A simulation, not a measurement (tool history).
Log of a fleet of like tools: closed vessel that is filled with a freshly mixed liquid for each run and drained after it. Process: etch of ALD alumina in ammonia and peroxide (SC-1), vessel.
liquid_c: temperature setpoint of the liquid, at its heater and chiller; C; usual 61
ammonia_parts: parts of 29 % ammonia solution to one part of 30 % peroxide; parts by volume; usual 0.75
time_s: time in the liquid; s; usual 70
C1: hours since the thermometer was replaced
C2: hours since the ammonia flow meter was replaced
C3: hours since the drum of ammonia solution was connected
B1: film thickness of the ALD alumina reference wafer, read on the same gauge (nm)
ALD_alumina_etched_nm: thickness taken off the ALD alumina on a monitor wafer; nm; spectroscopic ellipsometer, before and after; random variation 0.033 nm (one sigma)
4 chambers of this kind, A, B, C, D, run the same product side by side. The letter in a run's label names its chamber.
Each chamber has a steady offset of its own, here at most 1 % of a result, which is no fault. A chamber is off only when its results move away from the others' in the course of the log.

run 1B hour=5.4 | liquid_c=61 ammonia_parts=0.75 time_s=70 | C1=639.7 C2=314.7 C3=250.4 | B1=120 | ALD_alumina_etched_nm=11.205
run 2A hour=9.3 | liquid_c=61 ammonia_parts=0.75 time_s=70 | C1=514.3 C2=658.5 C3=418 | B1=119.99 | ALD_alumina_etched_nm=11.11
run 3D hour=15.7 | liquid_c=61 ammonia_parts=0.75 time_s=70 | C1=591.2 C2=951 C3=301.9 | B1=120 | ALD_alumina_etched_nm=11.171
run 4C hour=20.7 | liquid_c=61 ammonia_parts=0.75 time_s=70 | C1=1681.1 C2=204.8 C3=964.5 | B1=119.99 | ALD_alumina_etched_nm=11.09
run 5C hour=24.3 | liquid_c=61 ammonia_parts=0.75 time_s=70 | C1=1684.7 C2=208.4 C3=968.1 | B1=120 | ALD_alumina_etched_nm=11.036
-- hour=25.8 chamber A: new drum of ammonia solution connected
run 6D hour=31.3 | liquid_c=61 ammonia_parts=0.75 time_s=70 | C1=606.8 C2=966.6 C3=317.5 | B1=119.97 | ALD_alumina_etched_nm=11.178
run 7B hour=39.7 | liquid_c=61 ammonia_parts=0.75 time_s=70 | C1=674 C2=349 C3=284.7 | B1=120.01 | ALD_alumina_etched_nm=11.215
run 8A hour=43.3 | liquid_c=61 ammonia_parts=0.75 time_s=70 | C1=548.3 C2=692.5 C3=17.6 | B1=120 | ALD_alumina_etched_nm=11.136
run 9A hour=48.4 | liquid_c=61 ammonia_parts=0.75 time_s=70 | C1=553.4 C2=697.6 C3=22.7 | B1=120 | ALD_alumina_etched_nm=11.111
run 10B hour=55.6 | liquid_c=61 ammonia_parts=0.75 time_s=70 | C1=689.9 C2=364.9 C3=300.6 | B1=120.01 | ALD_alumina_etched_nm=11.252
run 11D hour=59.8 | liquid_c=61 ammonia_parts=0.75 time_s=70 | C1=635.3 C2=995.1 C3=346 | B1=120 | ALD_alumina_etched_nm=11.288
run 12C hour=66.8 | liquid_c=61 ammonia_parts=0.75 time_s=70 | C1=1727.2 C2=250.9 C3=1010.6 | B1=120 | ALD_alumina_etched_nm=11.105
run 13D hour=70.5 | liquid_c=61 ammonia_parts=0.75 time_s=70 | C1=646 C2=1005.8 C3=356.7 | B1=120 | ALD_alumina_etched_nm=11.161
run 14A hour=77.7 | liquid_c=61 ammonia_parts=0.75 time_s=70 | C1=582.7 C2=726.9 C3=52 | B1=119.99 | ALD_alumina_etched_nm=11.113
-- hour=78.9 chamber B: new drum of ammonia solution connected
run 15B hour=82.6 | liquid_c=61 ammonia_parts=0.75 time_s=70 | C1=716.9 C2=391.9 C3=3.7 | B1=119.99 | ALD_alumina_etched_nm=11.193
run 16C hour=88.9 | liquid_c=61 ammonia_parts=0.75 time_s=70 | C1=1749.3 C2=273 C3=1032.7 | B1=119.99 | ALD_alumina_etched_nm=11.064
-- hour=92.7 chamber A: ammonia flow meter replaced
run 17B hour=97.3 | liquid_c=61 ammonia_parts=0.75 time_s=70 | C1=731.6 C2=406.6 C3=18.4 | B1=119.98 | ALD_alumina_etched_nm=11.201
run 18D hour=103.4 | liquid_c=61 ammonia_parts=0.75 time_s=70 | C1=678.9 C2=1038.7 C3=389.6 | B1=119.99 | ALD_alumina_etched_nm=11.101
-- hour=106.9 chamber C: new drum of ammonia solution connected
run 19A hour=108.9 | liquid_c=61 ammonia_parts=1.05 time_s=105 | C1=613.9 C2=16.3 C3=83.2 | B1=120.01 | ALD_alumina_etched_nm=17.27
run 20C hour=112.7 | liquid_c=61 ammonia_parts=1.05 time_s=105 | C1=1773.1 C2=296.8 C3=5.8 | B1=120 | ALD_alumina_etched_nm=17.022
run 21B hour=117.7 | liquid_c=61 ammonia_parts=1.05 time_s=105 | C1=752 C2=427 C3=38.8 | B1=120 | ALD_alumina_etched_nm=17.373
run 22D hour=123.2 | liquid_c=61 ammonia_parts=1.05 time_s=105 | C1=698.7 C2=1058.5 C3=409.4 | B1=119.99 | ALD_alumina_etched_nm=17.37
run 23A hour=130.2 | liquid_c=61 ammonia_parts=0.75 time_s=70 | C1=635.2 C2=37.6 C3=104.5 | B1=120 | ALD_alumina_etched_nm=11.106
run 24C hour=135.4 | liquid_c=61 ammonia_parts=0.75 time_s=70 | C1=1795.8 C2=319.5 C3=28.5 | B1=120 | ALD_alumina_etched_nm=11.049
run 25A hour=141.9 | liquid_c=61 ammonia_parts=0.75 time_s=70 | C1=646.9 C2=49.3 C3=116.2 | B1=120.01 | ALD_alumina_etched_nm=11.1
run 26B hour=148.2 | liquid_c=61 ammonia_parts=0.75 time_s=70 | C1=782.5 C2=457.5 C3=69.3 | B1=120.01 | ALD_alumina_etched_nm=11.251
run 27D hour=155.1 | liquid_c=61 ammonia_parts=0.75 time_s=70 | C1=730.6 C2=1090.4 C3=441.3 | B1=119.99 | ALD_alumina_etched_nm=11.14
run 28C hour=159.9 | liquid_c=61 ammonia_parts=0.75 time_s=70 | C1=1820.3 C2=344 C3=53 | B1=120 | ALD_alumina_etched_nm=11.074
run 29D hour=168 | liquid_c=61 ammonia_parts=0.75 time_s=70 | C1=743.5 C2=1103.3 C3=454.2 | B1=120 | ALD_alumina_etched_nm=11.181
run 30B hour=175.4 | liquid_c=61 ammonia_parts=0.75 time_s=70 | C1=809.7 C2=484.7 C3=96.5 | B1=120 | ALD_alumina_etched_nm=11.202
run 31A hour=180.9 | liquid_c=61 ammonia_parts=0.75 time_s=70 | C1=685.9 C2=88.3 C3=155.2 | B1=120 | ALD_alumina_etched_nm=11.171
run 32C hour=187.5 | liquid_c=61 ammonia_parts=0.75 time_s=70 | C1=1847.9 C2=371.6 C3=80.6 | B1=120.01 | ALD_alumina_etched_nm=11.044
run 33B hour=192.1 | liquid_c=61 ammonia_parts=0.75 time_s=70 | C1=826.4 C2=501.4 C3=113.2 | B1=119.99 | ALD_alumina_etched_nm=11.237
run 34C hour=200.2 | liquid_c=68 ammonia_parts=0.75 time_s=70 | C1=1860.6 C2=384.3 C3=93.3 | B1=119.99 | ALD_alumina_etched_nm=15.644
run 35A hour=205.6 | liquid_c=68 ammonia_parts=0.75 time_s=70 | C1=710.6 C2=113 C3=179.9 | B1=119.99 | ALD_alumina_etched_nm=15.662
run 36D hour=213 | liquid_c=68 ammonia_parts=0.75 time_s=70 | C1=788.5 C2=1148.3 C3=499.2 | B1=120.01 | ALD_alumina_etched_nm=15.791
run 37C hour=218.4 | liquid_c=68 ammonia_parts=0.75 time_s=70 | C1=1878.8 C2=402.5 C3=111.5 | B1=120.02 | ALD_alumina_etched_nm=15.61

Is one chamber off against the others, does the gauge drift, or is nothing wrong? If a chamber is off, say which, and what the likeliest cause is.

No chamber stands off beyond its own small offset, and the gauge holds steady.
